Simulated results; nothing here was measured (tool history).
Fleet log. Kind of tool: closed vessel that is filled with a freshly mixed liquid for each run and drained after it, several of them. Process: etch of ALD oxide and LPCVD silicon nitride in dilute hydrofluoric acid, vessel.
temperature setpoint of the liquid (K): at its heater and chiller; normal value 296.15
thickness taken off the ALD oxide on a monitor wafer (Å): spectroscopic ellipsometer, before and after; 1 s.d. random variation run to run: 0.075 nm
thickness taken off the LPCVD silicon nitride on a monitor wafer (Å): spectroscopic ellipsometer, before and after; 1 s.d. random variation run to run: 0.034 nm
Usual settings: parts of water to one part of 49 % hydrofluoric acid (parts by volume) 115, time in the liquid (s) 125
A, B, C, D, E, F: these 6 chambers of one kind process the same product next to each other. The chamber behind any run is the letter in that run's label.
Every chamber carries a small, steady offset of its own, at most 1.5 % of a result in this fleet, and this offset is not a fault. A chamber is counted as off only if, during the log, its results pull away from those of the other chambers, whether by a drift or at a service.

run	hour	temperature setpoint of the liquid (K)	parts of water to one part of 49 % hydrofluoric acid (parts by volume)	time in the liquid (s)	read-back film thickness of the ALD oxide reference wafer, read on the same gauge (nm)	read-back film thickness of the LPCVD silicon nitride reference wafer, read on the same gauge (nm)	thickness taken off the ALD oxide on a monitor wafer (Å)	thickness taken off the LPCVD silicon nitride on a monitor wafer (Å)
1B	7.8	296.15	115	125	49.984	119.98	161.430	4.6484
2E	13.4	296.15	115	125	49.996	120.00	161.970	5.1582
3A	18.7	296.15	115	125	50.040	120.00	161.060	4.6454
4D	24.8	296.15	115	125	49.982	120.02	162.460	5.2059
5C	29.8	296.15	115	125	50.003	119.99	158.550	4.6198
6F	34.6	296.15	115	125	49.989	119.99	162.890	4.6511
7A	42.1	296.15	115	125	50.007	120.00	160.410	3.7930
8B	49.7	296.15	115	125	50.009	119.99	160.180	4.7812
9E	57.3	296.15	115	125	49.985	120.01	162.280	4.5996
10C	65.8	296.15	115	125	49.996	119.98	158.190	4.1402
11D	74.1	296.15	115	125	49.998	120.01	162.270	4.4987
12F	82.7	296.15	115	125	50.005	120.02	162.650	4.4113
13B	93.0	299.15	115	125	49.993	120.00	181.750	5.0808
14A	98.2	299.15	115	125	49.993	120.00	181.350	5.4071
15F	105.5	299.15	115	125	49.991	120.01	182.410	5.3967
16E	111.4	299.15	115	125	49.981	120.01	180.860	5.4955
17C	116.6	299.15	115	125	50.025	119.99	177.630	5.4506
18D	126.1	299.15	115	125	49.988	120.00	182.750	4.9247
19A	130.6	296.15	115	125	50.031	119.99	160.620	3.7326
20C	138.5	299.15	115	125	50.011	119.99	181.110	5.0879
21D	147.3	299.15	115	125	50.002	120.01	181.040	5.1120
22F	156.7	299.15	115	125	50.038	119.99	182.380	5.7879
23E	164.3	299.15	115	125	49.993	120.01	178.730	5.6870
24B	169.9	299.15	115	125	49.952	120.00	182.210	6.0681
25A	175.0	299.15	115	125	49.993	120.00	181.350	6.0969
26B	183.9	296.15	115	125	49.996	120.02	160.910	4.6896
27F	192.4	296.15	115	125	50.006	120.01	163.620	4.8480
28C	200.5	296.15	115	125	49.994	119.98	160.660	4.9685
29E	210.6	296.15	115	125	50.027	120.00	160.440	4.4263
30D	218.0	296.15	115	125	50.002	120.01	162.050	4.0694
31B	225.8	296.15	115	125	49.953	120.01	160.960	4.8271
32C	230.6	296.15	115	75	49.988	119.99	95.273	2.7432
33A	236.1	296.15	115	75	50.008	120.00	97.542	2.5808
34F	246.3	296.15	115	75	49.964	120.00	97.637	2.9271
35E	251.7	296.15	115	75	49.975	120.01	96.754	2.7337
36D	256.6	296.15	115	75	50.015	120.02	96.095	2.6991
# hour 259.2: chamber D: hydrofluoric acid flow meter replaced
37A	261.5	296.15	115	75	50.014	120.00	97.001	2.4035
38F	270.7	296.15	115	125	50.014	120.00	161.350	4.4455
39D	280.5	296.15	115	125	49.991	120.01	160.010	5.0612
40E	288.6	296.15	115	125	49.967	119.99	160.850	4.3830
41C	297.5	298.15	115	125	50.006	120.00	172.670	5.6032
42B	305.9	298.15	115	125	49.996	120.01	176.210	5.9074
43B	315.5	298.15	115	125	50.006	120.03	174.660	5.5307
44D	323.4	298.15	115	125	49.975	120.00	176.750	4.9871

For the next run the whole fleet of 6 chambers uses the same settings. Give each chamber's results:
45A	330.8	296.15	115	190			?	?
45B	330.8	296.15	115	190			?	?
45C	330.8	296.15	115	190			?	?
45D	330.8	296.15	115	190			?	?
45E	330.8	296.15	115	190			?	?
45F	330.8	296.15	115	190			?	?

run	thickness taken off the ALD oxide on a monitor wafer (Å)	thickness taken off the LPCVD silicon nitride on a monitor wafer (Å)
45A	245.490	6.6429
45B	245.440	7.8525
45C	243.740	7.2507
45D	248.260	7.1440
45E	245.020	7.3772
45F	248.600	6.1641

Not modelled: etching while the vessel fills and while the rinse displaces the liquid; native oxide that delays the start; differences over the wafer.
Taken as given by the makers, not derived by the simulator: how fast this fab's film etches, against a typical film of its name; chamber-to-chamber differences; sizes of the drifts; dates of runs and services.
